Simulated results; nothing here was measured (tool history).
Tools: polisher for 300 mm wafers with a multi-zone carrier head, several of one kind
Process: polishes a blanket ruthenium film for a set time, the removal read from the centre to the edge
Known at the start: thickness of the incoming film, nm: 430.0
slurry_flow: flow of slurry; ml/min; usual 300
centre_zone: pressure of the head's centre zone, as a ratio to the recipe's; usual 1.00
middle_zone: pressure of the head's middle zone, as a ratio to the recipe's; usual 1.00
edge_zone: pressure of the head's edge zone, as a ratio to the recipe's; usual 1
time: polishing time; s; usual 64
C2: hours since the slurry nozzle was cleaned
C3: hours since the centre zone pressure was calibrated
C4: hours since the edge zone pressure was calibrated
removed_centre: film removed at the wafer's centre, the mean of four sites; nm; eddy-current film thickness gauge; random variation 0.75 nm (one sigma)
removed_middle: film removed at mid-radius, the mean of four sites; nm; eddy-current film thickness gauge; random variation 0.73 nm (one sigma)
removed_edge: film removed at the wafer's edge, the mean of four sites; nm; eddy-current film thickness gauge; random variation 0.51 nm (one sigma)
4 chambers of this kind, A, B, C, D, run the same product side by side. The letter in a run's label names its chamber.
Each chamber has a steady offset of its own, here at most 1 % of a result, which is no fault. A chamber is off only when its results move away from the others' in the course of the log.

-- day=0.112 chamber B: centre zone pressure recalibrated
run 1C day=0.438 | slurry_flow=300 centre_zone=1.00 middle_zone=1.00 edge_zone=1 time=64 | wafers_polished_on_this_pad=1161 C2=699.2 C3=1101.3 C4=1035.3 | removed_centre=78.099 removed_middle=76.986 removed_edge=77.724
run 2A day=0.808 | slurry_flow=300 centre_zone=1.00 middle_zone=1.00 edge_zone=1 time=64 | wafers_polished_on_this_pad=491 C2=467.3 C3=244.8 C4=203.8 | removed_centre=77.511 removed_middle=77.431 removed_edge=77.053
-- day=0.829 chamber C: worn pad replaced by a new one
-- day=1.117 chamber B: slurry nozzle cleaned
run 3D day=1.179 | slurry_flow=300 centre_zone=1.00 middle_zone=1.00 edge_zone=1 time=64 | wafers_polished_on_this_pad=567 C2=492.3 C3=249.5 C4=322.5 | removed_centre=75.720 removed_middle=77.519 removed_edge=76.579
run 4B day=1.512 | slurry_flow=300 centre_zone=1.00 middle_zone=1.00 edge_zone=1 time=64 | wafers_polished_on_this_pad=1034 C2=9.6 C3=33.6 C4=319.8 | removed_centre=76.882 removed_middle=76.266 removed_edge=77.371
run 5A day=1.850 | slurry_flow=300 centre_zone=1.00 middle_zone=1.00 edge_zone=1 time=64 | wafers_polished_on_this_pad=776 C2=492.3 C3=269.8 C4=228.8 | removed_centre=77.273 removed_middle=76.450 removed_edge=77.627
-- day=1.871 chamber B: worn pad replaced by a new one
run 6D day=2.317 | slurry_flow=300 centre_zone=1.00 middle_zone=1.00 edge_zone=1 time=64 | wafers_polished_on_this_pad=878 C2=519.6 C3=276.8 C4=349.8 | removed_centre=76.054 removed_middle=76.923 removed_edge=77.266
-- day=2.521 chamber A: worn pad replaced by a new one
run 7C day=2.588 | slurry_flow=260 centre_zone=1.00 middle_zone=1.00 edge_zone=1 time=64 | wafers_polished_on_this_pad=480 C2=750.8 C3=1152.9 C4=1086.9 | removed_centre=74.755 removed_middle=76.089 removed_edge=77.003
-- day=2.746 chamber C: slurry nozzle cleaned
run 8B day=3.021 | slurry_flow=260 centre_zone=1.00 middle_zone=1.00 edge_zone=1 time=64 | wafers_polished_on_this_pad=314 C2=45.8 C3=69.8 C4=356.0 | removed_centre=75.119 removed_middle=75.611 removed_edge=75.972
run 9A day=3.317 | slurry_flow=260 centre_zone=1.00 middle_zone=1.00 edge_zone=1 time=64 | wafers_polished_on_this_pad=217 C2=527.5 C3=305.0 C4=264.0 | removed_centre=76.448 removed_middle=76.431 removed_edge=76.736
-- day=3.417 chamber A: centre zone pressure recalibrated
run 10C day=3.654 | slurry_flow=260 centre_zone=1.00 middle_zone=1.00 edge_zone=1 time=64 | wafers_polished_on_this_pad=772 C2=21.8 C3=1178.5 C4=1112.5 | removed_centre=75.523 removed_middle=76.804 removed_edge=76.442
-- day=3.808 chamber D: worn pad replaced by a new one
run 11B day=4.129 | slurry_flow=300 centre_zone=1.00 middle_zone=1.00 edge_zone=1 time=64 | wafers_polished_on_this_pad=617 C2=72.4 C3=96.4 C4=382.6 | removed_centre=77.569 removed_middle=77.354 removed_edge=76.971
run 12D day=4.592 | slurry_flow=300 centre_zone=1.00 middle_zone=1.00 edge_zone=1 time=64 | wafers_polished_on_this_pad=214 C2=574.2 C3=331.4 C4=404.4 | removed_centre=75.569 removed_middle=75.728 removed_edge=76.562
run 13B day=4.883 | slurry_flow=300 centre_zone=1.00 middle_zone=1.00 edge_zone=1 time=64 | wafers_polished_on_this_pad=824 C2=90.5 C3=114.5 C4=400.7 | removed_centre=76.824 removed_middle=75.100 removed_edge=76.127
-- day=4.921 chamber C: worn pad replaced by a new one
run 14C day=5.179 | slurry_flow=300 centre_zone=1.00 middle_zone=1.00 edge_zone=1 time=64 | wafers_polished_on_this_pad=71 C2=58.4 C3=1215.1 C4=1149.1 | removed_centre=76.972 removed_middle=77.295 removed_edge=77.536
-- day=5.612 chamber B: worn pad replaced by a new one
run 15D day=5.638 | slurry_flow=300 centre_zone=1.00 middle_zone=1.00 edge_zone=1 time=64 | wafers_polished_on_this_pad=500 C2=599.3 C3=356.5 C4=429.5 | removed_centre=75.800 removed_middle=76.234 removed_edge=77.855
run 16A day=6.108 | slurry_flow=300 centre_zone=1.00 middle_zone=1.00 edge_zone=1 time=79 | wafers_polished_on_this_pad=981 C2=594.5 C3=64.6 C4=331.0 | removed_centre=94.764 removed_middle=95.874 removed_edge=95.411
run 17D day=6.329 | slurry_flow=300 centre_zone=1.00 middle_zone=1.00 edge_zone=1 time=79 | wafers_polished_on_this_pad=689 C2=615.9 C3=373.1 C4=446.1 | removed_centre=94.270 removed_middle=94.481 removed_edge=94.961
-- day=6.438 chamber A: worn pad replaced by a new one
-- day=6.546 chamber C: centre zone pressure recalibrated
run 18B day=6.617 | slurry_flow=300 centre_zone=1.00 middle_zone=1.00 edge_zone=1 time=79 | wafers_polished_on_this_pad=275 C2=132.1 C3=156.1 C4=442.3 | removed_centre=94.696 removed_middle=94.295 removed_edge=94.791
run 19A day=6.846 | slurry_flow=300 centre_zone=1.00 middle_zone=1.00 edge_zone=1 time=79 | wafers_polished_on_this_pad=111 C2=612.2 C3=82.3 C4=348.7 | removed_centre=96.749 removed_middle=95.319 removed_edge=96.342
run 20C day=7.229 | slurry_flow=300 centre_zone=1.00 middle_zone=1.00 edge_zone=1 time=64 | wafers_polished_on_this_pad=631 C2=107.6 C3=16.4 C4=1198.3 | removed_centre=67.698 removed_middle=77.647 removed_edge=77.952
run 21B day=7.683 | slurry_flow=300 centre_zone=1.00 middle_zone=1.00 edge_zone=1 time=64 | wafers_polished_on_this_pad=566 C2=157.7 C3=181.7 C4=467.9 | removed_centre=77.871 removed_middle=75.578 removed_edge=76.785
run 22D day=8.100 | slurry_flow=300 centre_zone=1.00 middle_zone=1.00 edge_zone=1 time=64 | wafers_polished_on_this_pad=1173 C2=658.4 C3=415.6 C4=488.6 | removed_centre=77.666 removed_middle=75.513 removed_edge=77.052
run 23A day=8.312 | slurry_flow=300 centre_zone=1.00 middle_zone=1.00 edge_zone=1 time=64 | wafers_polished_on_this_pad=512 C2=647.4 C3=117.5 C4=383.9 | removed_centre=76.520 removed_middle=77.206 removed_edge=77.100
-- day=8.375 chamber D: worn pad replaced by a new one
run 24C day=8.600 | slurry_flow=300 centre_zone=1.00 middle_zone=1.00 edge_zone=1 time=64 | wafers_polished_on_this_pad=1006 C2=140.5 C3=49.3 C4=1231.2 | removed_centre=66.897 removed_middle=76.548 removed_edge=77.384
-- day=8.883 chamber A: edge zone pressure recalibrated
-- day=8.942 chamber B: worn pad replaced by a new one
run 25A day=8.979 | slurry_flow=300 centre_zone=1.00 middle_zone=1.00 edge_zone=1 time=64 | wafers_polished_on_this_pad=695 C2=663.4 C3=133.5 C4=2.4 | removed_centre=76.617 removed_middle=77.677 removed_edge=77.695
run 26B day=9.250 | slurry_flow=300 centre_zone=1.00 middle_zone=1.00 edge_zone=1 time=64 | wafers_polished_on_this_pad=84 C2=195.3 C3=219.3 C4=505.5 | removed_centre=76.884 removed_middle=76.659 removed_edge=76.743
-- day=9.271 chamber C: worn pad replaced by a new one
run 27D day=9.529 | slurry_flow=300 centre_zone=1.00 middle_zone=1.00 edge_zone=1 time=64 | wafers_polished_on_this_pad=315 C2=692.7 C3=449.9 C4=522.9 | removed_centre=77.126 removed_middle=75.543 removed_edge=76.611
run 28C day=9.800 | slurry_flow=300 centre_zone=1.00 middle_zone=1.00 edge_zone=1 time=64 | wafers_polished_on_this_pad=145 C2=169.3 C3=78.1 C4=1260.0 | removed_centre=68.584 removed_middle=76.980 removed_edge=77.989
run 29B day=10.029 | slurry_flow=300 centre_zone=1.00 middle_zone=1.00 edge_zone=1 time=64 | wafers_polished_on_this_pad=297 C2=214.0 C3=238.0 C4=524.2 | removed_centre=77.448 removed_middle=78.129 removed_edge=77.757
-- day=10.325 chamber A: worn pad replaced by a new one
run 30C day=10.379 | slurry_flow=300 centre_zone=1.11 middle_zone=1.00 edge_zone=1 time=47 | wafers_polished_on_this_pad=303 C2=183.2 C3=92.0 C4=1273.9 | removed_centre=56.967 removed_middle=57.058 removed_edge=57.380
run 31A day=10.592 | slurry_flow=300 centre_zone=1.11 middle_zone=1.00 edge_zone=1 time=47 | wafers_polished_on_this_pad=73 C2=702.1 C3=172.2 C4=41.1 | removed_centre=63.182 removed_middle=57.176 removed_edge=56.704
run 32D day=10.904 | slurry_flow=300 centre_zone=1.11 middle_zone=1.00 edge_zone=1 time=47 | wafers_polished_on_this_pad=691 C2=725.7 C3=482.9 C4=555.9 | removed_centre=62.800 removed_middle=55.677 removed_edge=55.909
-- day=10.975 chamber B: slurry nozzle cleaned
run 33C day=11.158 | slurry_flow=300 centre_zone=1.11 middle_zone=1.00 edge_zone=1 time=47 | wafers_polished_on_this_pad=516 C2=201.9 C3=110.7 C4=1292.6 | removed_centre=55.383 removed_middle=57.457 removed_edge=56.822
run 34A day=11.446 | slurry_flow=300 centre_zone=1.00 middle_zone=1.00 edge_zone=1 time=64 | wafers_polished_on_this_pad=306 C2=722.6 C3=192.7 C4=61.6 | removed_centre=76.308 removed_middle=76.168 removed_edge=77.892
run 35B day=11.767 | slurry_flow=300 centre_zone=1.00 middle_zone=1.00 edge_zone=1 time=64 | wafers_polished_on_this_pad=772 C2=19.0 C3=279.7 C4=565.9 | removed_centre=77.973 removed_middle=76.001 removed_edge=76.532
run 36D day=12.046 | slurry_flow=300 centre_zone=1.00 middle_zone=1.00 edge_zone=1 time=64 | wafers_polished_on_this_pad=1003 C2=753.1 C3=510.3 C4=583.3 | removed_centre=75.962 removed_middle=75.125 removed_edge=77.078
-- day=12.108 chamber B: worn pad replaced by a new one
run 37A day=12.467 | slurry_flow=300 centre_zone=1.00 middle_zone=1.00 edge_zone=1 time=64 | wafers_polished_on_this_pad=585 C2=747.1 C3=217.2 C4=86.1 | removed_centre=77.867 removed_middle=77.400 removed_edge=78.160
run 38B day=12.858 | slurry_flow=300 centre_zone=1.00 middle_zone=1.00 edge_zone=1 time=64 | wafers_polished_on_this_pad=205 C2=45.2 C3=305.9 C4=592.1 | removed_centre=78.102 removed_middle=76.359 removed_edge=77.814
run 39D day=13.342 | slurry_flow=300 centre_zone=1.00 middle_zone=1.12 edge_zone=1 time=64 | wafers_polished_on_this_pad=1357 C2=784.2 C3=541.4 C4=614.4 | removed_centre=76.698 removed_middle=84.312 removed_edge=77.017
run 40C day=13.796 | slurry_flow=300 centre_zone=1.00 middle_zone=1.12 edge_zone=1 time=64 | wafers_polished_on_this_pad=1237 C2=265.2 C3=174.0 C4=1355.9 | removed_centre=67.817 removed_middle=85.720 removed_edge=77.470

All 4 chambers run these settings next. Forecast each chamber's results:
run 41A day=14.142 | slurry_flow=300 centre_zone=1.04 middle_zone=1.00 edge_zone=1 time=64 | removed_centre=? removed_middle=? removed_edge=?
run 41B day=14.142 | slurry_flow=300 centre_zone=1.04 middle_zone=1.00 edge_zone=1 time=64 | removed_centre=? removed_middle=? removed_edge=?
run 41C day=14.142 | slurry_flow=300 centre_zone=1.04 middle_zone=1.00 edge_zone=1 time=64 | removed_centre=? removed_middle=? removed_edge=?
run 41D day=14.142 | slurry_flow=300 centre_zone=1.04 middle_zone=1.00 edge_zone=1 time=64 | removed_centre=? removed_middle=? removed_edge=?

run=41A removed_centre=79.650 removed_middle=77.419 removed_edge=77.848
run=41B removed_centre=80.733 removed_middle=77.052 removed_edge=77.314
run=41C removed_centre=70.542 removed_middle=76.967 removed_edge=76.988
run=41D removed_centre=79.826 removed_middle=76.587 removed_edge=77.639

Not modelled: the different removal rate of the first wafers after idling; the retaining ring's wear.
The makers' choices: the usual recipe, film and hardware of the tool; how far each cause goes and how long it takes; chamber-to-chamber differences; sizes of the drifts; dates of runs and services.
